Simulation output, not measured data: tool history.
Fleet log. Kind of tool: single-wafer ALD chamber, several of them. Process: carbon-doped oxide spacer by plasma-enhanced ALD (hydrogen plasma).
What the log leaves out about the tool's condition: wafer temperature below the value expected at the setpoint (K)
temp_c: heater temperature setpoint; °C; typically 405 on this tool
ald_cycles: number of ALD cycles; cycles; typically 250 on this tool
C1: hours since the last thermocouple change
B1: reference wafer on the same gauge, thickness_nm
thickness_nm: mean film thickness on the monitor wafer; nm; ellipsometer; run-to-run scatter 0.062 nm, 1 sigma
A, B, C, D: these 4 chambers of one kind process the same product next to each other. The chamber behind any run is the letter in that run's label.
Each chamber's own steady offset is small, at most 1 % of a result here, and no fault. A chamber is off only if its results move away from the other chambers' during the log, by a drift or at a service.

Run 1B, hour 8.9: usual settings; C1 1578.0; B1 11.093. Result: thickness_nm 12.330 nm.
Run 2C, hour 17.3: usual settings; C1 78.6; B1 11.098. Result: thickness_nm 12.440 nm.
Run 3A, hour 24.4: usual settings; C1 646.9; B1 11.091. Result: thickness_nm 12.493 nm.
Run 4D, hour 34.1: usual settings; C1 1436.7; B1 11.096. Result: thickness_nm 12.272 nm.
Run 5A, hour 43.5: usual settings; C1 666.0; B1 11.098. Result: thickness_nm 12.395 nm.
Run 6D, hour 53.3: usual settings; C1 1455.9; B1 11.102. Result: thickness_nm 12.368 nm.
Run 7C, hour 64.2: usual settings; C1 125.5; B1 11.107. Result: thickness_nm 12.354 nm.
Run 8B, hour 73.0: usual settings; C1 1642.1; B1 11.104. Result: thickness_nm 12.437 nm.
Run 9B, hour 82.7: usual settings; C1 1651.8; B1 11.094. Result: thickness_nm 12.366 nm.
Run 10D, hour 89.2: usual settings but temp_c 392 °C, ald_cycles 212 cycles; C1 1491.8; B1 11.102. Result: thickness_nm 10.533 nm.
Run 11A, hour 103.5: usual settings but temp_c 392 °C, ald_cycles 212 cycles; C1 726.0; B1 11.096. Result: thickness_nm 10.711 nm.
Run 12C, hour 116.0: usual settings but temp_c 392 °C, ald_cycles 212 cycles; C1 177.3; B1 11.097. Result: thickness_nm 10.598 nm.
Run 13C, hour 127.4: usual settings but temp_c 392 °C, ald_cycles 212 cycles; C1 188.7; B1 11.091. Result: thickness_nm 10.644 nm.
Run 14D, hour 135.3: usual settings; C1 1537.9; B1 11.112. Result: thickness_nm 12.362 nm.
Run 15A, hour 148.0: usual settings but temp_c 394 °C; C1 770.5; B1 11.101. Result: thickness_nm 12.623 nm.
Run 16B, hour 162.7: usual settings but temp_c 394 °C; C1 1731.8; B1 11.115. Result: thickness_nm 12.589 nm.
Run 17B, hour 169.2: usual settings but temp_c 394 °C; C1 1738.3; B1 11.092. Result: thickness_nm 12.587 nm.
Run 18D, hour 183.8: usual settings but temp_c 394 °C; C1 1586.4; B1 11.083. Result: thickness_nm 12.511 nm.
Run 19C, hour 193.8: usual settings but temp_c 400 °C; C1 255.1; B1 11.096. Result: thickness_nm 12.543 nm.
Run 20A, hour 204.7: usual settings but temp_c 400 °C; C1 827.2; B1 11.097. Result: thickness_nm 12.691 nm.
Run 21D, hour 211.5: usual settings but temp_c 400 °C; C1 1614.1; B1 11.096. Result: thickness_nm 12.438 nm.
Run 22C, hour 220.6: usual settings but temp_c 400 °C; C1 281.9; B1 11.097. Result: thickness_nm 12.511 nm.
Run 23A, hour 233.3: usual settings but temp_c 400 °C; C1 855.8; B1 11.108. Result: thickness_nm 12.652 nm.
Run 24B, hour 240.6: usual settings but temp_c 400 °C; C1 1809.7; B1 11.094. Result: thickness_nm 12.563 nm.
Run 25C, hour 250.6: usual settings but temp_c 400 °C; C1 311.9; B1 11.112. Result: thickness_nm 12.515 nm.
Run 26A, hour 261.0: usual settings but temp_c 400 °C; C1 883.5; B1 11.103. Result: thickness_nm 12.526 nm.
Run 27D, hour 268.2: usual settings; C1 1670.8; B1 11.106. Result: thickness_nm 12.305 nm.
Run 28B, hour 277.5: usual settings; C1 1846.6; B1 11.093. Result: thickness_nm 12.351 nm.
Run 29B, hour 292.1: usual settings; C1 1861.2; B1 11.101. Result: thickness_nm 12.374 nm.
Run 30A, hour 300.6: usual settings; C1 923.1; B1 11.101. Result: thickness_nm 12.444 nm.
Run 31C, hour 313.3: usual settings; C1 374.6; B1 11.082. Result: thickness_nm 12.326 nm.
Run 32D, hour 320.3: usual settings; C1 1722.9; B1 11.096. Result: thickness_nm 12.308 nm.
Run 33A, hour 334.6: usual settings; C1 957.1; B1 11.097. Result: thickness_nm 12.411 nm.
Run 34C, hour 345.5: usual settings; C1 406.8; B1 11.107. Result: thickness_nm 12.276 nm.
Run 35D, hour 355.1: usual settings but temp_c 394 °C, ald_cycles 230 cycles; C1 1757.7; B1 11.096. Result: thickness_nm 11.503 nm.
Run 36B, hour 365.1: usual settings but temp_c 394 °C, ald_cycles 230 cycles; C1 1934.2; B1 11.102. Result: thickness_nm 11.529 nm.
Run 37D, hour 379.8: usual settings but temp_c 394 °C, ald_cycles 230 cycles; C1 1782.4; B1 11.098. Result: thickness_nm 11.523 nm.
Run 38B, hour 390.8: usual settings but temp_c 394 °C, ald_cycles 230 cycles; C1 1959.9; B1 11.093. Result: thickness_nm 11.577 nm.
Run 39C, hour 403.3: usual settings; C1 464.6; B1 11.105. Result: thickness_nm 12.276 nm.
Run 40A, hour 410.5: usual settings; C1 1033.0; B1 11.099. Result: thickness_nm 12.444 nm.
Run 41B, hour 417.7: usual settings; C1 1986.8; B1 11.094. Result: thickness_nm 12.403 nm.
At hour 420.8: chamber D: thermocouple changed; heater temperature recalibrated.
Run 42D, hour 431.0: usual settings; C1 10.3; B1 11.101. Result: thickness_nm 12.294 nm.

All 4 chambers run these settings next. Forecast each chamber's results:
Run 43A, hour 441.7: usual settings. Result: thickness_nm ?.
Run 43B, hour 441.7: usual settings. Result: thickness_nm ?.
Run 43C, hour 441.7: usual settings. Result: thickness_nm ?.
Run 43D, hour 441.7: usual settings. Result: thickness_nm ?.

run  thickness_nm
43A        12.408
43B        12.369
43C        12.383
43D        12.209
